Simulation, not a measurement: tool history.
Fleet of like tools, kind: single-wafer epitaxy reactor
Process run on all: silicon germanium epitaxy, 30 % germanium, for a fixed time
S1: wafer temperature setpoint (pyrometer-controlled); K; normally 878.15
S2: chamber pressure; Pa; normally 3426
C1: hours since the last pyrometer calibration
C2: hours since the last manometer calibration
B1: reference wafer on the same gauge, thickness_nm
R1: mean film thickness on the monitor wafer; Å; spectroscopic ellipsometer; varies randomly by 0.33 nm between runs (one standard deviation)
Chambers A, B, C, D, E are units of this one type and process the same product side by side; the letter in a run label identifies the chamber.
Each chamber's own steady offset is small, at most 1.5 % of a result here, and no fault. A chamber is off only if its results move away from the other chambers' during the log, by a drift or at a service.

run   hour      S1    S2      C1      C2      B1      R1
 1D    4.0  878.15  3426   137.1   585.8  62.103  720.36
 2B   10.0  878.15  3426   522.5  1012.5  62.044  718.34
 3C   14.9  878.15  3426   734.6   127.4  62.065  709.47
 4A   19.6  878.15  3426    66.6   605.2  62.135  703.38
 5E   24.5  878.15  3426  1107.1   722.6  62.039  707.16
 6D   29.1  869.15  2640   162.2   610.9  62.081  541.59
 7C   34.3  869.15  2640   754.0   146.8  62.067  538.24
 8B   40.3  869.15  2640   552.8  1042.8  62.060  548.41
 9A   46.2  869.15  2640    93.2   631.8  62.108  530.81
10E   51.4  869.15  2640  1134.0   749.5  62.101  542.72
11A   55.1  878.15  3426   102.1   640.7  62.067  697.53
12E   60.7  878.15  3426  1143.3   758.8  62.063  705.48
13D   66.4  878.15  3426   199.5   648.2  62.074  719.20
14C   71.8  878.15  3426   791.5   184.3  62.110  715.08
15B   74.5  878.15  3426   587.0  1077.0  62.154  722.18
16B   80.7  878.15  3426   593.2  1083.2  62.145  720.77
17E   87.0  878.15  3426  1169.6   785.1  62.052  710.76
18C   92.3  878.15  3426   812.0   204.8  62.015  711.44
19D   95.4  878.15  3426   228.5   677.2  62.038  717.06
20A   99.3  873.15  4160   146.3   684.9  62.074  693.02
21B  102.6  873.15  4160   615.1  1105.1  62.079  711.20
22A  106.6  873.15  4160   153.6   692.2  62.146  701.57
23C  112.2  873.15  4160   831.9   224.7  62.098  697.17
24D  118.0  873.15  4160   251.1   699.8  62.136  708.98
25E  122.0  878.15  3426  1204.6   820.1  62.155  710.53
26C  127.5  878.15  3426   847.2   240.0  62.043  714.61
27E  130.5  878.15  3426  1213.1   828.6  62.080  709.90
28A  133.7  878.15  3426   180.7   719.3  62.103  701.72
29D  138.1  878.15  3426   271.2   719.9  62.103  713.99
30B  141.0  878.15  3426   653.5  1143.5  62.042  721.09
31D  145.8  878.15  3426   278.9   727.6  62.185  715.27
32A  148.7  878.15  3426   195.7   734.3  62.092  711.14
33B  151.8  878.15  3426   664.3  1154.3  62.083  721.16
34E  154.5  878.15  3426  1237.1   852.6  62.043  712.57
35C  160.3  878.15  3426   880.0   272.8  62.110  708.87
36C  166.5  878.15  3426   886.2   279.0  62.098  711.08
37D  169.3  878.15  3426   302.4   751.1  62.071  718.73
38A  173.4  878.15  3426   220.4   759.0  62.073  708.21
39B  176.4  878.15  3426   688.9  1178.9  62.037  714.72
40E  181.3  878.15  3426  1263.9   879.4  62.075  707.98
41A  187.3  878.15  3426   234.3   772.9  62.131  704.54
42D  191.2  878.15  3426   324.3   773.0  62.103  717.74
43C  195.4  878.15  3426   915.1   307.9  62.185  707.01

Each of the 5 chambers runs these same settings next. Fill in every chamber's results:
44A  199.9  878.15  3426               ?
44B  199.9  878.15  3426               ?
44C  199.9  878.15  3426               ?
44D  199.9  878.15  3426               ?
44E  199.9  878.15  3426               ?

run      R1
44A  702.49
44B  716.75
44C  710.16
44D  714.34
44E  710.20
